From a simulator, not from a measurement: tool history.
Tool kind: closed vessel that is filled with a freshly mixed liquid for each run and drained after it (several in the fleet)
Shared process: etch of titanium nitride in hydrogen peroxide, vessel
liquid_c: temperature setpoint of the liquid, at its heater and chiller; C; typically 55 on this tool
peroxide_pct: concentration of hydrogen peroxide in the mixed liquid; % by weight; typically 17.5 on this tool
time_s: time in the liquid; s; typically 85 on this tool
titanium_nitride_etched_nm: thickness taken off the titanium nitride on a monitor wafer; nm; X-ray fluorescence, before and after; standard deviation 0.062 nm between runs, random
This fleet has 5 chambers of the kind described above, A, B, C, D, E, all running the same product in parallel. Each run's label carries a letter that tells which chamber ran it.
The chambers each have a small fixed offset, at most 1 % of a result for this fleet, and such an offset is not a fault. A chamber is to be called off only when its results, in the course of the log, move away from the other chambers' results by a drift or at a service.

run,hour,liquid_c,peroxide_pct,time_s,"read-back film thickness of the titanium nitride reference wafer, read on the same gauge (nm)",titanium_nitride_etched_nm
# hour 5.9: chamber D: thermometer replaced
1B,6.7,55,17.5,85,100.03,6.2391
2C,14.6,55,17.5,85,100.02,6.2396
3A,20.6,55,17.5,85,100.01,6.3721
4D,24.6,55,17.5,85,99.999,6.4204
5E,31.7,55,17.5,85,99.96,6.2413
6E,36.5,55,17.5,85,99.979,6.3085
7B,41.4,55,17.5,85,99.993,6.3816
8A,47.3,55,17.5,85,100,6.2701
9D,52.9,55,17.5,85,100,6.2627
10C,56.7,55,17.5,85,100.02,6.2015
11A,63.8,55,17.5,85,100.02,6.2702
12D,68.8,55,17.5,85,100,6.2841
13C,76.6,55,17.5,130,100.04,9.4777
14B,84.4,55,17.5,130,100.03,9.8385
15E,88.7,55,17.5,130,99.998,9.6666
16B,96.8,55,17.5,130,99.989,10.003
17D,104,55,17.5,130,99.97,9.8212
18E,110,55,17.5,85,99.995,6.3002
19C,117.2,55,17.5,85,99.994,6.2499
20A,123.5,55,17.5,85,100.03,6.38
# hour 124.3: chamber A: new drum of peroxide connected
21D,131.1,55,17.5,85,100.01,6.1775
22B,135,55,17.5,85,100,6.7456
23E,142.9,55,17.5,85,100.01,6.4236
24A,148.8,55,17.5,85,100,6.3738
25C,156.3,55,20.5,130,100.01,9.9453
26E,160.6,55,20.5,130,100.02,10.094
27A,166.1,55,20.5,130,99.977,10.178
28B,173.3,55,20.5,130,100.02,10.841
29D,180.5,55,20.5,130,99.954,9.8992
30C,187.6,48,17.5,40,99.979,1.7598
31D,195.4,48,17.5,40,100,1.7852

The same settings go to every chamber for the next run, one line per chamber below. Forecast the results for each:
32A,201.5,55,17.5,85,,?
32B,201.5,55,17.5,85,,?
32C,201.5,55,17.5,85,,?
32D,201.5,55,17.5,85,,?
32E,201.5,55,17.5,85,,?

run,titanium_nitride_etched_nm
32A,6.3595
32B,6.9208
32C,6.0648
32D,6.307
32E,6.354

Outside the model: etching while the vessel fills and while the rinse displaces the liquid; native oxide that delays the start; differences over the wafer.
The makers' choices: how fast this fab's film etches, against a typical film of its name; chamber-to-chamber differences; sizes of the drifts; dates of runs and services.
